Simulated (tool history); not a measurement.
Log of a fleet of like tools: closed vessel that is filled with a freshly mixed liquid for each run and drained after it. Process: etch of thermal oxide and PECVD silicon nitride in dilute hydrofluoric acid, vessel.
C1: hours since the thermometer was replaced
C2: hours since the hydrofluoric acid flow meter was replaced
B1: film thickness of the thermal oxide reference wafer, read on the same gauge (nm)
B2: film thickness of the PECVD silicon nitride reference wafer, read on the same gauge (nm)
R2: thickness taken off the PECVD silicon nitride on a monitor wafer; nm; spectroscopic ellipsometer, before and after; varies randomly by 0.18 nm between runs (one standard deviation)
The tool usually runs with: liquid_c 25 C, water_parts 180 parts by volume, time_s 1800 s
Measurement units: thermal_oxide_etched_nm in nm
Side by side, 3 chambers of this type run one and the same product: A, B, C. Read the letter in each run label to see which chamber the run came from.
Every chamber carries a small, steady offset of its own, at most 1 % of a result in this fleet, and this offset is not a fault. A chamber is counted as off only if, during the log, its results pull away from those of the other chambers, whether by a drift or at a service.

run 1C day=0.267 | liquid_c=25 water_parts=180 time_s=1800 | C1=1346.8 C2=718.5 | B1=40.002 B2=49.971 | thermal_oxide_etched_nm=46.089 R2=39.456
run 2A day=0.488 | liquid_c=25 water_parts=180 time_s=1800 | C1=1141.6 C2=978.1 | B1=40.007 B2=50.019 | thermal_oxide_etched_nm=46.346 R2=39.101
run 3B day=0.667 | liquid_c=25 water_parts=180 time_s=1800 | C1=475.9 C2=1000.0 | B1=40.004 B2=49.996 | thermal_oxide_etched_nm=46.668 R2=38.549
-- day=0.721 chamber C: thermometer replaced
run 4C day=0.929 | liquid_c=25 water_parts=180 time_s=1800 | C1=5.0 C2=734.4 | B1=40.002 B2=49.990 | thermal_oxide_etched_nm=46.304 R2=39.073
run 5A day=1.071 | liquid_c=25 water_parts=180 time_s=1800 | C1=1155.6 C2=992.1 | B1=40.012 B2=49.998 | thermal_oxide_etched_nm=46.193 R2=39.118
run 6B day=1.321 | liquid_c=25 water_parts=180 time_s=1800 | C1=491.6 C2=1015.7 | B1=40.009 B2=49.986 | thermal_oxide_etched_nm=46.278 R2=38.601
run 7B day=1.521 | liquid_c=25 water_parts=180 time_s=1800 | C1=496.4 C2=1020.5 | B1=40.010 B2=49.995 | thermal_oxide_etched_nm=45.940 R2=38.416
run 8C day=1.758 | liquid_c=25 water_parts=180 time_s=1800 | C1=24.9 C2=754.3 | B1=40.013 B2=50.029 | thermal_oxide_etched_nm=46.419 R2=39.158
run 9A day=2.021 | liquid_c=25 water_parts=180 time_s=1800 | C1=1178.4 C2=1014.9 | B1=39.981 B2=50.011 | thermal_oxide_etched_nm=46.003 R2=39.340
run 10B day=2.179 | liquid_c=25 water_parts=180 time_s=1800 | C1=512.2 C2=1036.3 | B1=40.004 B2=50.006 | thermal_oxide_etched_nm=46.131 R2=38.304
run 11C day=2.317 | liquid_c=25 water_parts=180 time_s=1800 | C1=38.3 C2=767.7 | B1=40.014 B2=50.035 | thermal_oxide_etched_nm=46.068 R2=38.685
run 12A day=2.542 | liquid_c=25 water_parts=180 time_s=1800 | C1=1190.9 C2=1027.4 | B1=39.992 B2=50.017 | thermal_oxide_etched_nm=46.578 R2=39.476
run 13B day=2.767 | liquid_c=25 water_parts=180 time_s=1800 | C1=526.3 C2=1050.4 | B1=39.999 B2=50.000 | thermal_oxide_etched_nm=46.889 R2=38.467
run 14A day=2.904 | liquid_c=25 water_parts=180 time_s=1800 | C1=1199.6 C2=1036.1 | B1=39.998 B2=49.977 | thermal_oxide_etched_nm=45.655 R2=39.124
run 15C day=3.042 | liquid_c=25 water_parts=260 time_s=1800 | C1=55.7 C2=785.1 | B1=39.981 B2=50.008 | thermal_oxide_etched_nm=29.451 R2=27.014
run 16B day=3.312 | liquid_c=25 water_parts=260 time_s=1800 | C1=539.4 C2=1063.5 | B1=39.991 B2=49.989 | thermal_oxide_etched_nm=29.736 R2=26.943
run 17A day=3.579 | liquid_c=25 water_parts=260 time_s=1800 | C1=1215.8 C2=1052.3 | B1=39.988 B2=49.968 | thermal_oxide_etched_nm=29.585 R2=27.186
run 18C day=3.829 | liquid_c=25 water_parts=180 time_s=1800 | C1=74.6 C2=804.0 | B1=39.996 B2=49.985 | thermal_oxide_etched_nm=46.196 R2=39.186
run 19C day=3.950 | liquid_c=25 water_parts=180 time_s=1800 | C1=77.5 C2=806.9 | B1=39.983 B2=50.020 | thermal_oxide_etched_nm=45.722 R2=38.975
run 20B day=4.192 | liquid_c=25 water_parts=180 time_s=1800 | C1=560.5 C2=1084.6 | B1=39.996 B2=49.977 | thermal_oxide_etched_nm=46.237 R2=38.870
run 21A day=4.450 | liquid_c=25 water_parts=180 time_s=1800 | C1=1236.7 C2=1073.2 | B1=39.991 B2=49.993 | thermal_oxide_etched_nm=46.349 R2=39.263
run 22A day=4.679 | liquid_c=25 water_parts=180 time_s=1800 | C1=1242.2 C2=1078.7 | B1=40.005 B2=49.999 | thermal_oxide_etched_nm=46.098 R2=39.302
run 23B day=4.867 | liquid_c=25 water_parts=180 time_s=1800 | C1=576.7 C2=1100.8 | B1=40.016 B2=50.014 | thermal_oxide_etched_nm=46.875 R2=38.719
run 24C day=5.008 | liquid_c=25 water_parts=180 time_s=1800 | C1=102.9 C2=832.3 | B1=39.990 B2=50.006 | thermal_oxide_etched_nm=46.143 R2=39.212
run 25C day=5.221 | liquid_c=25 water_parts=230 time_s=1800 | C1=108.0 C2=837.4 | B1=40.001 B2=50.010 | thermal_oxide_etched_nm=34.411 R2=30.664
run 26A day=5.467 | liquid_c=25 water_parts=230 time_s=1800 | C1=1261.1 C2=1097.6 | B1=40.038 B2=50.007 | thermal_oxide_etched_nm=34.414 R2=30.670
run 27B day=5.633 | liquid_c=25 water_parts=230 time_s=1800 | C1=595.1 C2=1119.2 | B1=39.997 B2=49.994 | thermal_oxide_etched_nm=34.698 R2=30.411
run 28A day=5.817 | liquid_c=25 water_parts=180 time_s=1800 | C1=1269.5 C2=1106.0 | B1=39.989 B2=50.031 | thermal_oxide_etched_nm=46.377 R2=39.001

Decide between three cases: one chamber stands off from its peers, the gauge reading all wafers drifts, or nothing is wrong past each chamber's small offset. Where a chamber is off, say which and what most likely put it there.

Nothing is wrong: each chamber keeps only its own small, steady offset and the gauge holds still.
